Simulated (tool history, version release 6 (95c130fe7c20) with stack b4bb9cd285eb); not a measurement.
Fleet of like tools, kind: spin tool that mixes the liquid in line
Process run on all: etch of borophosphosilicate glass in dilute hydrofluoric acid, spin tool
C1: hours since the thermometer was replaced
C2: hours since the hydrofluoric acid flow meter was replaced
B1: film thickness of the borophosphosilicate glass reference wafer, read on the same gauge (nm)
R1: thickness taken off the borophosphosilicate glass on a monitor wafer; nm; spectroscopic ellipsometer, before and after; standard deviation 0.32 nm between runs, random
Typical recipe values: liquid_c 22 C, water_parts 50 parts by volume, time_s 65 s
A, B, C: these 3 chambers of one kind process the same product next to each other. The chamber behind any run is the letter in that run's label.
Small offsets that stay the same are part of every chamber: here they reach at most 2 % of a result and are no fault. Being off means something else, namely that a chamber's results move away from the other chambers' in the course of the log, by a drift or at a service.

Run 1C, hour 4.2: usual settings; C1 239.2; C2 1049.3; B1 50.001. Result: R1 37.583 nm.
Run 2B, hour 7: usual settings; C1 1068.5; C2 993.7; B1 50.002. Result: R1 36.878 nm.
Run 3A, hour 10.8: usual settings; C1 635.8; C2 190.3; B1 50.008. Result: R1 36.643 nm.
Run 4A, hour 15.6: usual settings; C1 640.6; C2 195.1; B1 50.002. Result: R1 36.9 nm.
Run 5C, hour 19.9: usual settings; C1 254.9; C2 1065; B1 50.022. Result: R1 38.257 nm.
Run 6B, hour 24.1: usual settings; C1 1085.6; C2 1010.8; B1 49.995. Result: R1 36.825 nm.
Run 7C, hour 28.2: usual settings; C1 263.2; C2 1073.3; B1 50.005. Result: R1 37.618 nm.
Run 8A, hour 33.2: usual settings but time_s 50 s; C1 658.2; C2 212.7; B1 49.978. Result: R1 28.164 nm.
Run 9B, hour 37.8: usual settings but time_s 50 s; C1 1099.3; C2 1024.5; B1 50.009. Result: R1 28.577 nm.
Run 10B, hour 42.3: usual settings but time_s 50 s; C1 1103.8; C2 1029; B1 50.004. Result: R1 28.958 nm.
Run 11A, hour 46.8: usual settings; C1 671.8; C2 226.3; B1 50.029. Result: R1 36.312 nm.
Run 12C, hour 51.4: usual settings; C1 286.4; C2 1096.5; B1 50.006. Result: R1 37.274 nm.
Run 13B, hour 54.3: usual settings but liquid_c 25.5 C, water_parts 30 parts by volume; C1 1115.8; C2 1041; B1 50.01. Result: R1 74.213 nm.
Run 14A, hour 59: usual settings but liquid_c 25.5 C, water_parts 30 parts by volume; C1 684; C2 238.5; B1 49.997. Result: R1 72.833 nm.
Run 15C, hour 61.5: usual settings but liquid_c 25.5 C, water_parts 30 parts by volume; C1 296.5; C2 1106.6; B1 49.988. Result: R1 75.365 nm.
Run 16A, hour 66: usual settings; C1 691; C2 245.5; B1 50.004. Result: R1 37.809 nm.
Run 17B, hour 71: usual settings but liquid_c 18 C, time_s 25 s; C1 1132.5; C2 1057.7; B1 49.99. Result: R1 11.97 nm.
Run 18C, hour 73.9: usual settings but liquid_c 18 C, time_s 25 s; C1 308.9; C2 1119; B1 49.995. Result: R1 12.045 nm.
Run 19C, hour 77.8: usual settings but liquid_c 18 C, time_s 25 s; C1 312.8; C2 1122.9; B1 49.971. Result: R1 12.249 nm.
Run 20B, hour 80.1: usual settings but water_parts 75 parts by volume; C1 1141.6; C2 1066.8; B1 50.023. Result: R1 23.948 nm.
Run 21A, hour 84.8: usual settings but water_parts 75 parts by volume; C1 709.8; C2 264.3; B1 50.033. Result: R1 24.12 nm.
Run 22B, hour 87.6: usual settings but water_parts 75 parts by volume; C1 1149.1; C2 1074.3; B1 49.995. Result: R1 24.022 nm.
Run 23A, hour 91.5: usual settings; C1 716.5; C2 271; B1 49.997. Result: R1 37.339 nm.
Run 24C, hour 94.3: usual settings but liquid_c 19 C; C1 329.3; C2 1139.4; B1 50.004. Result: R1 33.025 nm.
Run 25A, hour 97.1: usual settings but liquid_c 19 C; C1 722.1; C2 276.6; B1 50.005. Result: R1 33.645 nm.
Run 26B, hour 101.1: usual settings but liquid_c 19 C; C1 1162.6; C2 1087.8; B1 50.011. Result: R1 32.706 nm.
Run 27C, hour 105.4: usual settings; C1 340.4; C2 1150.5; B1 49.988. Result: R1 38.03 nm.
Run 28A, hour 108.7: usual settings; C1 733.7; C2 288.2; B1 49.981. Result: R1 37.236 nm.
Run 29B, hour 112.4: usual settings; C1 1173.9; C2 1099.1; B1 50.001. Result: R1 37.312 nm.
Run 30C, hour 116.2: usual settings; C1 351.2; C2 1161.3; B1 50. Result: R1 37.958 nm.
Run 31B, hour 118.9: usual settings but liquid_c 24.5 C, water_parts 30 parts by volume; C1 1180.4; C2 1105.6; B1 49.994. Result: R1 70.484 nm.
Run 32A, hour 123.2: usual settings but liquid_c 24.5 C, water_parts 30 parts by volume; C1 748.2; C2 302.7; B1 50.004. Result: R1 73.455 nm.
Run 33C, hour 126.8: usual settings but liquid_c 24.5 C, water_parts 30 parts by volume; C1 361.8; C2 1171.9; B1 50.006. Result: R1 72.707 nm.
Run 34A, hour 129.6: usual settings; C1 754.6; C2 309.1; B1 50.017. Result: R1 38.401 nm.
Run 35B, hour 134.5: usual settings; C1 1196; C2 1121.2; B1 50.008. Result: R1 37.02 nm.
Run 36C, hour 137.9: usual settings; C1 372.9; C2 1183; B1 50.003. Result: R1 38.247 nm.
Run 37C, hour 142.6: usual settings; C1 377.6; C2 1187.7; B1 49.997. Result: R1 37.596 nm.
Run 38A, hour 146.9: usual settings; C1 771.9; C2 326.4; B1 50.017. Result: R1 38.836 nm.
Run 39B, hour 150.8: usual settings; C1 1212.3; C2 1137.5; B1 49.987. Result: R1 36.71 nm.
Run 40C, hour 153.9: usual settings; C1 388.9; C2 1199; B1 49.987. Result: R1 37.598 nm.
Run 41B, hour 157.4: usual settings; C1 1218.9; C2 1144.1; B1 50.025. Result: R1 37.54 nm.

Next, all 3 chambers run the settings below, one line each with question marks for the results. What does each chamber give?
Run 42A, hour 161: usual settings. Result: R1 ?.
Run 42B, hour 161: usual settings. Result: R1 ?.
Run 42C, hour 161: usual settings. Result: R1 ?.

run      R1
42A  38.714
42B  36.858
42C  37.682
